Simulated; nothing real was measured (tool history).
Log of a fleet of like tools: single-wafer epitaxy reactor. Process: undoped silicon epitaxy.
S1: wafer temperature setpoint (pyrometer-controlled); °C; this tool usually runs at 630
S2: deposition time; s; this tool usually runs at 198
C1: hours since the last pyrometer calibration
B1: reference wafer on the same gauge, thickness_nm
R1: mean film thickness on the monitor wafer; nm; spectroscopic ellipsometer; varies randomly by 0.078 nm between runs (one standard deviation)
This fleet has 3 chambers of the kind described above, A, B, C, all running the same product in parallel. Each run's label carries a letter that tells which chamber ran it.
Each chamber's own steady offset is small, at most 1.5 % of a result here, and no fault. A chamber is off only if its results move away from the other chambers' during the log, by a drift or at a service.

| run | hour | S1 | S2 | C1 | B1 | R1 |
|---|---|---|---|---|---|---|
| 1C | 4.3 | 630 | 198 | 1582.3 | 19.282 | 21.317 |
| 2B | 9.1 | 630 | 198 | 2178 | 19.295 | 21.455 |
| 3A | 14.1 | 630 | 198 | 2338.7 | 19.283 | 20.905 |
| 4A | 17.1 | 630 | 198 | 2341.7 | 19.303 | 20.893 |
| 5C | 22.3 | 630 | 198 | 1600.3 | 19.299 | 21.507 |
| 6B | 25.5 | 635 | 227 | 2194.4 | 19.31 | 27.549 |
| 7A | 29.8 | 635 | 227 | 2354.4 | 19.313 | 26.929 |
| 8C | 35.2 | 635 | 227 | 1613.2 | 19.293 | 27.518 |
| 9B | 39.7 | 630 | 198 | 2208.6 | 19.303 | 21.389 |
| 10C | 46.2 | 630 | 198 | 1624.2 | 19.291 | 21.352 |
| 11B | 52.4 | 630 | 198 | 2221.3 | 19.306 | 21.33 |
|  | 58.5 | chamber A: pyrometer calibrated |
| 12A | 58.7 | 630 | 177 | 0.3 | 19.301 | 18.802 |
| 13A | 63.7 | 630 | 177 | 5.3 | 19.293 | 18.789 |
|  | 65.4 | chamber B: pyrometer calibrated |
| 14C | 69.2 | 630 | 177 | 1647.2 | 19.319 | 19.209 |
| 15B | 75.6 | 630 | 198 | 10.3 | 19.303 | 22.103 |
| 16B | 79.5 | 630 | 198 | 14.2 | 19.29 | 22.273 |
| 17A | 83.5 | 630 | 198 | 25.1 | 19.305 | 21.054 |
| 18C | 89.4 | 630 | 198 | 1667.4 | 19.302 | 21.514 |
| 19C | 94.3 | 630 | 198 | 1672.3 | 19.291 | 21.371 |
| 20B | 100.3 | 642 | 228 | 35 | 19.319 | 33.742 |
| 21A | 105.6 | 642 | 228 | 47.2 | 19.295 | 31.68 |
| 22A | 112.4 | 642 | 228 | 54 | 19.299 | 31.973 |
| 23B | 118.4 | 630 | 198 | 53.1 | 19.317 | 22.294 |
| 24C | 121.4 | 630 | 198 | 1699.4 | 19.297 | 21.481 |
| 25B | 126.3 | 630 | 198 | 61 | 19.304 | 22.276 |
| 26C | 130.2 | 630 | 198 | 1708.2 | 19.311 | 21.42 |

Has any chamber moved away from the others, gradually or after a service, or does the common gauge drift, or do the chambers differ only by their own small steady offsets? State the chamber and the most likely cause if one applies.

A service left chamber B off against the others.
What lies behind it: wafer temperature above the value expected at the setpoint (K) = 1.73.

Here are 4 candidates for chamber B's next run, each the usual settings with a change, their results left as question marks. Which one brings its results back in line with what the others give on the usual settings?
In line means no further than this from the other chambers' mean on the usual settings: R1 0.27 nm
| 27B-1 | 135.2 | 630 | 194 |  |  | ? |
| 27B-2 | 135.2 | 628 | 198 |  |  | ? |
| 27B-3 | 135.2 | 632 | 198 |  |  | ? |
| 27B-4 | 135.2 | 630 | 202 |  |  | ? |

The other chambers' mean on the usual settings: R1 21.237 nm
| run | R1 |
|---|---|
| 27B-1 | 21.841 |
| 27B-2 | 21.287 |
| 27B-3 | 23.339 |
| 27B-4 | 22.742 |
The right change is 27B-2: it brings the chamber back within the allowed miss of the others.

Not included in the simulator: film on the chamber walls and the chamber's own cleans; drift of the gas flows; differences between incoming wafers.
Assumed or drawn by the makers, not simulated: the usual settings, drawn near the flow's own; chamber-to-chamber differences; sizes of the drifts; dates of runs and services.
